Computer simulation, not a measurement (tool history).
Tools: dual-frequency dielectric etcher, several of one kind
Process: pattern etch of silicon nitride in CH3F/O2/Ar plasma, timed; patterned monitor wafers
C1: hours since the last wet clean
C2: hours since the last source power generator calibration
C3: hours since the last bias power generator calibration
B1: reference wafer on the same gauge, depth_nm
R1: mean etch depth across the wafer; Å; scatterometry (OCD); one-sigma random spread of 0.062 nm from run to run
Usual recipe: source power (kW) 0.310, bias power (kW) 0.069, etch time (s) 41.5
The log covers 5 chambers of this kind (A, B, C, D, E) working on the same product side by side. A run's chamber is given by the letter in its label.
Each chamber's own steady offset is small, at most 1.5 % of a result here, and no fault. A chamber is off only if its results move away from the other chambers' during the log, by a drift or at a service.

{"run": "1E", "hour": 4.9, "source power (kW)": 0.31, "bias power (kW)": 0.069, "etch time (s)": 41.5, "C1": 209.6, "C2": 173.0, "C3": 2252.6, "B1": 28.016, "R1": 261.65}
{"run": "2C", "hour": 9.5, "source power (kW)": 0.31, "bias power (kW)": 0.069, "etch time (s)": 41.5, "C1": 22.2, "C2": 1894.4, "C3": 1712.5, "B1": 28.007, "R1": 258.99}
{"run": "3D", "hour": 12.5, "source power (kW)": 0.31, "bias power (kW)": 0.069, "etch time (s)": 41.5, "C1": 246.0, "C2": 2278.7, "C3": 3863.2, "B1": 27.988, "R1": 256.89}
{"run": "4B", "hour": 15.8, "source power (kW)": 0.31, "bias power (kW)": 0.069, "etch time (s)": 41.5, "C1": 50.0, "C2": 3670.4, "C3": 455.6, "B1": 28.003, "R1": 258.24}
{"run": "5A", "hour": 18.8, "source power (kW)": 0.31, "bias power (kW)": 0.069, "etch time (s)": 41.5, "C1": 91.8, "C2": 941.5, "C3": 1728.9, "B1": 28.005, "R1": 261.79}
{"run": "6B", "hour": 22.7, "source power (kW)": 0.35, "bias power (kW)": 0.076, "etch time (s)": 41.5, "C1": 56.9, "C2": 3677.3, "C3": 462.5, "B1": 27.988, "R1": 278.73}
{"run": "7A", "hour": 27.3, "source power (kW)": 0.35, "bias power (kW)": 0.076, "etch time (s)": 41.5, "C1": 100.3, "C2": 950.0, "C3": 1737.4, "B1": 28.006, "R1": 283.06}
{"run": "8E", "hour": 32.3, "source power (kW)": 0.35, "bias power (kW)": 0.076, "etch time (s)": 41.5, "C1": 237.0, "C2": 200.4, "C3": 2280.0, "B1": 27.998, "R1": 282.29}
{"run": "9D", "hour": 36.5, "source power (kW)": 0.35, "bias power (kW)": 0.076, "etch time (s)": 41.5, "C1": 270.0, "C2": 2302.7, "C3": 3887.2, "B1": 28.003, "R1": 276.48}
{"run": "10C", "hour": 40.3, "source power (kW)": 0.35, "bias power (kW)": 0.076, "etch time (s)": 41.5, "C1": 53.0, "C2": 1925.2, "C3": 1743.3, "B1": 28.017, "R1": 279.48}
{"run": "11D", "hour": 44.5, "source power (kW)": 0.31, "bias power (kW)": 0.069, "etch time (s)": 41.5, "C1": 278.0, "C2": 2310.7, "C3": 3895.2, "B1": 27.996, "R1": 256.7}
{"run": "12A", "hour": 50.1, "source power (kW)": 0.31, "bias power (kW)": 0.069, "etch time (s)": 41.5, "C1": 123.1, "C2": 972.8, "C3": 1760.2, "B1": 27.999, "R1": 261.69}
{"run": "13E", "hour": 53.4, "source power (kW)": 0.31, "bias power (kW)": 0.069, "etch time (s)": 41.5, "C1": 258.1, "C2": 221.5, "C3": 2301.1, "B1": 27.999, "R1": 261.92}
{"run": "14C", "hour": 57.4, "source power (kW)": 0.31, "bias power (kW)": 0.069, "etch time (s)": 41.5, "C1": 70.1, "C2": 1942.3, "C3": 1760.4, "B1": 27.998, "R1": 259.2}
{"run": "15B", "hour": 62.6, "source power (kW)": 0.27, "bias power (kW)": 0.069, "etch time (s)": 41.5, "C1": 96.8, "C2": 3717.2, "C3": 502.4, "B1": 27.998, "R1": 244.64}
{"run": "16C", "hour": 66.6, "source power (kW)": 0.27, "bias power (kW)": 0.069, "etch time (s)": 41.5, "C1": 79.3, "C2": 1951.5, "C3": 1769.6, "B1": 28.004, "R1": 246.11}
{"run": "17A", "hour": 71.7, "source power (kW)": 0.27, "bias power (kW)": 0.069, "etch time (s)": 41.5, "C1": 144.7, "C2": 994.4, "C3": 1781.8, "B1": 28.001, "R1": 248.36}
{"run": "18E", "hour": 76.3, "source power (kW)": 0.27, "bias power (kW)": 0.069, "etch time (s)": 41.5, "C1": 281.0, "C2": 244.4, "C3": 2324.0, "B1": 28.01, "R1": 248.11}
{"run": "19B", "hour": 79.4, "source power (kW)": 0.27, "bias power (kW)": 0.069, "etch time (s)": 41.5, "C1": 113.6, "C2": 3734.0, "C3": 519.2, "B1": 28.007, "R1": 245.62}
{"run": "20D", "hour": 85.3, "source power (kW)": 0.31, "bias power (kW)": 0.069, "etch time (s)": 41.5, "C1": 318.8, "C2": 2351.5, "C3": 3936.0, "B1": 27.977, "R1": 257.37}
{"run": "21E", "hour": 90.9, "source power (kW)": 0.31, "bias power (kW)": 0.069, "etch time (s)": 41.5, "C1": 295.6, "C2": 259.0, "C3": 2338.6, "B1": 27.997, "R1": 261.4}
{"run": "22A", "hour": 94.2, "source power (kW)": 0.38, "bias power (kW)": 0.053, "etch time (s)": 41.5, "C1": 167.2, "C2": 1016.9, "C3": 1804.3, "B1": 28.005, "R1": 258.45}
{"run": "23B", "hour": 97.3, "source power (kW)": 0.38, "bias power (kW)": 0.053, "etch time (s)": 41.5, "C1": 131.5, "C2": 3751.9, "C3": 537.1, "B1": 28.015, "R1": 255.0}
{"run": "24D", "hour": 102.0, "source power (kW)": 0.38, "bias power (kW)": 0.053, "etch time (s)": 41.5, "C1": 335.5, "C2": 2368.2, "C3": 3952.7, "B1": 27.985, "R1": 253.63}
{"run": "25C", "hour": 105.9, "source power (kW)": 0.38, "bias power (kW)": 0.053, "etch time (s)": 41.5, "C1": 118.6, "C2": 1990.8, "C3": 1808.9, "B1": 28.008, "R1": 256.01}
{"run": "26D", "hour": 111.3, "source power (kW)": 0.38, "bias power (kW)": 0.053, "etch time (s)": 41.5, "C1": 344.8, "C2": 2377.5, "C3": 3962.0, "B1": 28.011, "R1": 253.55}
{"run": "27A", "hour": 117.2, "source power (kW)": 0.36, "bias power (kW)": 0.069, "etch time (s)": 41.5, "C1": 190.2, "C2": 1039.9, "C3": 1827.3, "B1": 28.004, "R1": 276.29}
{"run": "28B", "hour": 122.5, "source power (kW)": 0.36, "bias power (kW)": 0.069, "etch time (s)": 41.5, "C1": 156.7, "C2": 3777.1, "C3": 562.3, "B1": 28.002, "R1": 273.02}
{"run": "29E", "hour": 126.5, "source power (kW)": 0.36, "bias power (kW)": 0.069, "etch time (s)": 41.5, "C1": 331.2, "C2": 294.6, "C3": 2374.2, "B1": 27.987, "R1": 276.4}
{"run": "30C", "hour": 130.9, "source power (kW)": 0.36, "bias power (kW)": 0.069, "etch time (s)": 41.5, "C1": 143.6, "C2": 2015.8, "C3": 1833.9, "B1": 28.014, "R1": 274.06}
{"run": "31E", "hour": 137.1, "source power (kW)": 0.36, "bias power (kW)": 0.069, "etch time (s)": 41.5, "C1": 341.8, "C2": 305.2, "C3": 2384.8, "B1": 27.99, "R1": 276.53}
{"run": "32A", "hour": 141.7, "source power (kW)": 0.31, "bias power (kW)": 0.069, "etch time (s)": 41.5, "C1": 214.7, "C2": 1064.4, "C3": 1851.8, "B1": 28.012, "R1": 261.11}
{"run": "33C", "hour": 145.0, "source power (kW)": 0.31, "bias power (kW)": 0.069, "etch time (s)": 41.5, "C1": 157.7, "C2": 2029.9, "C3": 1848.0, "B1": 28.007, "R1": 259.65}
{"run": "34B", "hour": 148.5, "source power (kW)": 0.31, "bias power (kW)": 0.069, "etch time (s)": 41.5, "C1": 182.7, "C2": 3803.1, "C3": 588.3, "B1": 28.016, "R1": 258.24}
{"run": "35D", "hour": 153.1, "source power (kW)": 0.31, "bias power (kW)": 0.069, "etch time (s)": 41.5, "C1": 386.6, "C2": 2419.3, "C3": 4003.8, "B1": 27.997, "R1": 256.27}
{"run": "36B", "hour": 157.8, "source power (kW)": 0.31, "bias power (kW)": 0.069, "etch time (s)": 41.5, "C1": 192.0, "C2": 3812.4, "C3": 597.6, "B1": 27.984, "R1": 258.55}
{"run": "37A", "hour": 162.6, "source power (kW)": 0.31, "bias power (kW)": 0.069, "etch time (s)": 41.5, "C1": 235.6, "C2": 1085.3, "C3": 1872.7, "B1": 28.0, "R1": 261.39}
{"run": "38C", "hour": 166.2, "source power (kW)": 0.31, "bias power (kW)": 0.069, "etch time (s)": 41.5, "C1": 178.9, "C2": 2051.1, "C3": 1869.2, "B1": 28.0, "R1": 258.63}
{"run": "39E", "hour": 171.1, "source power (kW)": 0.31, "bias power (kW)": 0.069, "etch time (s)": 41.5, "C1": 375.8, "C2": 339.2, "C3": 2418.8, "B1": 28.0, "R1": 261.2}
{"run": "40D", "hour": 174.1, "source power (kW)": 0.27, "bias power (kW)": 0.069, "etch time (s)": 41.5, "C1": 407.6, "C2": 2440.3, "C3": 4024.8, "B1": 28.001, "R1": 243.74}

Has any chamber moved away from the others, gradually or after a service, or does the common gauge drift, or do the chambers differ only by their own small steady offsets? State the chamber and the most likely cause if one applies.

Neither any chamber nor the gauge drifts; the chambers differ only by their own small, steady offsets.
